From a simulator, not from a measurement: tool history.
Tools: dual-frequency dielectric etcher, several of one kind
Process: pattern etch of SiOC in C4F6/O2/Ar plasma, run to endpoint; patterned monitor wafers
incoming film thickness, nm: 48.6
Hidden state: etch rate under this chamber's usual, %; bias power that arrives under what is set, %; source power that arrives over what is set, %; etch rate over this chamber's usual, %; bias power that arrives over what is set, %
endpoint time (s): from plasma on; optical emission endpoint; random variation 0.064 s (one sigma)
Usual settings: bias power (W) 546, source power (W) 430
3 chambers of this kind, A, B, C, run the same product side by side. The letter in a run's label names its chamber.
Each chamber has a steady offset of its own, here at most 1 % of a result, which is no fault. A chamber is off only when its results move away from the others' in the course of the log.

run	hour	bias power (W)	source power (W)	hours since the last wet clean	hours since the last bias power generator calibration	hours since the last source power generator calibration	endpoint time (s)
1A	6.1	546	430	309.6	580.7	2423.7	15.527
2C	13.9	546	430	512.7	257.4	510.6	15.431
3B	20.8	546	430	363.3	184	2360.4	15.351
4B	32.1	546	430	374.6	195.3	2371.7	15.395
5A	43.6	546	430	347.1	618.2	2461.2	15.684
6C	52.8	623	430	551.6	296.3	549.5	14.667
# hour 53.8: chamber C: wet clean of the chamber
7A	61.8	623	430	365.3	636.4	2479.4	15.029
8B	70	623	430	412.5	233.2	2409.6	14.583
9C	77.8	546	430	24.1	321.3	574.5	15.435
10C	86	546	430	32.3	329.5	582.7	15.431
11A	94.2	546	430	397.7	668.8	2511.8	15.844
12B	107	546	430	449.5	270.2	2446.6	15.339
13A	113	546	430	416.5	687.6	2530.6	15.837
14C	124.7	546	430	71	368.2	621.4	15.295
15B	131.7	546	430	474.2	294.9	2471.3	15.388
16C	141.1	546	430	87.4	384.6	637.8	15.435
17A	152.8	546	360	456.3	727.4	2570.4	17.15
18B	160.4	546	360	502.9	323.6	2500	16.418
19B	167.9	546	360	510.4	331.1	2507.5	16.472
20A	176.9	546	430	480.4	751.5	2594.5	16.261

All 3 chambers run these settings next. Forecast each chamber's results:
21A	186.5	546	430				?
21B	186.5	546	430				?
21C	186.5	546	430				?

run	endpoint time (s)
21A	16.094
21B	15.356
21C	15.543

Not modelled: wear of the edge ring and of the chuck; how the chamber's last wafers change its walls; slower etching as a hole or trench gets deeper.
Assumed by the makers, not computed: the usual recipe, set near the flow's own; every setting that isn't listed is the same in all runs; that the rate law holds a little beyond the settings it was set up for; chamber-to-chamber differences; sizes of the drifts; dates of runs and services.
